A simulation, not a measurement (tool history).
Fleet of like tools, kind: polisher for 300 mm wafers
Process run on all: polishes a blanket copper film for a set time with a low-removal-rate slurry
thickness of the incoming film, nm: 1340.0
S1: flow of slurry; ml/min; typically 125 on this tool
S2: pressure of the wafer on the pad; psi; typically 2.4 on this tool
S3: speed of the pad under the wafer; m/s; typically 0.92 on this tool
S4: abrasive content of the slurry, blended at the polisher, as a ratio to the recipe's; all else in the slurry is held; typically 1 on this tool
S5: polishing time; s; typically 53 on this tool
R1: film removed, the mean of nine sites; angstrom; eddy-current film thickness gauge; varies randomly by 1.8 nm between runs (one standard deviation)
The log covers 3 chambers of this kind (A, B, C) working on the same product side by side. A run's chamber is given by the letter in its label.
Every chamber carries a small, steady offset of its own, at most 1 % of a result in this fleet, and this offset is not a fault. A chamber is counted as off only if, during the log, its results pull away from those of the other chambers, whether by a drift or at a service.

Run 1A, hour 8.1: usual settings. Result: R1 1291.6 angstrom.
At hour 14.8: chamber A: worn pad replaced by a new one.
Run 2C, hour 15.6: usual settings. Result: R1 1309.6 angstrom.
Run 3B, hour 21: usual settings. Result: R1 1330.1 angstrom.
At hour 23.6: chamber C: worn pad replaced by a new one.
Run 4A, hour 28.3: usual settings. Result: R1 1304.7 angstrom.
Run 5B, hour 32.8: usual settings. Result: R1 1308.8 angstrom.
At hour 37.7: chamber A: slurry nozzle cleaned.
Run 6C, hour 39.9: usual settings. Result: R1 1285.2 angstrom.
Run 7C, hour 46.3: usual settings. Result: R1 1292.1 angstrom.
Run 8B, hour 50.3: usual settings. Result: R1 1327.4 angstrom.
Run 9A, hour 56.4: usual settings but S5 71 s. Result: R1 1758.1 angstrom.
Run 10B, hour 61.3: usual settings but S5 71 s. Result: R1 1773.6 angstrom.
Run 11A, hour 67.9: usual settings but S5 71 s. Result: R1 1768.3 angstrom.
Run 12C, hour 72.1: usual settings. Result: R1 1279.8 angstrom.
At hour 77.1: chamber C: worn pad replaced by a new one.
Run 13C, hour 78.9: usual settings. Result: R1 1269.6 angstrom.
At hour 84.7: chamber B: worn pad replaced by a new one.
Run 14B, hour 87.2: usual settings. Result: R1 1333.7 angstrom.
At hour 90.6: chamber C: slurry nozzle cleaned.
Run 15A, hour 92.8: usual settings but S2 2.2 psi, S3 1.1 m/s. Result: R1 1461.9 angstrom.
Run 16A, hour 98.5: usual settings but S2 2.2 psi, S3 1.1 m/s. Result: R1 1438.7 angstrom.
Run 17C, hour 103.3: usual settings but S2 2.2 psi, S3 1.1 m/s. Result: R1 1426.8 angstrom.
Run 18B, hour 107.3: usual settings. Result: R1 1298 angstrom.
At hour 111.7: chamber A: worn pad replaced by a new one.
Run 19A, hour 112: usual settings. Result: R1 1302 angstrom.
Run 20C, hour 116.5: usual settings but S2 1.7 psi, S4 0.7. Result: R1 857.84 angstrom.
Run 21B, hour 120.4: usual settings but S2 1.7 psi, S4 0.7. Result: R1 858.11 angstrom.
Run 22A, hour 128.4: usual settings but S2 1.7 psi, S4 0.7. Result: R1 863.41 angstrom.
At hour 132.4: chamber B: slurry blender recalibrated.
At hour 134.4: chamber C: worn pad replaced by a new one.
Run 23C, hour 135.7: usual settings. Result: R1 1317.1 angstrom.
At hour 138.8: chamber C: slurry blender recalibrated.
At hour 140.8: chamber A: slurry blender recalibrated.
Run 24B, hour 141.6: usual settings. Result: R1 1316.6 angstrom.
At hour 146: chamber A: head pressure recalibrated.
Run 25A, hour 149.5: usual settings. Result: R1 1281.5 angstrom.
Run 26B, hour 154.5: usual settings. Result: R1 1278.2 angstrom.
Run 27C, hour 158.7: usual settings. Result: R1 1329.5 angstrom.
Run 28C, hour 166.4: usual settings. Result: R1 1305.7 angstrom.
Run 29A, hour 171.5: usual settings. Result: R1 1318.8 angstrom.
Run 30B, hour 178.5: usual settings. Result: R1 1300.4 angstrom.
At hour 179.2: chamber B: worn pad replaced by a new one.
Run 31B, hour 186.5: usual settings. Result: R1 1302.4 angstrom.
Run 32C, hour 192.1: usual settings but S2 1.8 psi. Result: R1 979.63 angstrom.
At hour 195.2: chamber C: worn pad replaced by a new one.
Run 33A, hour 199.9: usual settings but S2 1.8 psi. Result: R1 988.77 angstrom.
At hour 203.2: chamber A: worn pad replaced by a new one.
Run 34B, hour 208: usual settings but S2 1.8 psi. Result: R1 992.18 angstrom.
Run 35C, hour 216: usual settings. Result: R1 1310.8 angstrom.
Run 36A, hour 219.6: usual settings. Result: R1 1314.5 angstrom.
Run 37A, hour 225.7: usual settings. Result: R1 1300.8 angstrom.
Run 38B, hour 230: usual settings. Result: R1 1339.5 angstrom.
Run 39C, hour 236.6: usual settings. Result: R1 1327.1 angstrom.
Run 40B, hour 242.8: usual settings. Result: R1 1289.2 angstrom.
Run 41A, hour 246.7: usual settings. Result: R1 1325.1 angstrom.

Predict what each chamber gives when all 3 of them run the settings below next.
Run 42A, hour 252.7: usual settings. Result: R1 ?.
Run 42B, hour 252.7: usual settings. Result: R1 ?.
Run 42C, hour 252.7: usual settings. Result: R1 ?.

run      R1
42A  1319.1
42B  1313.9
42C  1294.4

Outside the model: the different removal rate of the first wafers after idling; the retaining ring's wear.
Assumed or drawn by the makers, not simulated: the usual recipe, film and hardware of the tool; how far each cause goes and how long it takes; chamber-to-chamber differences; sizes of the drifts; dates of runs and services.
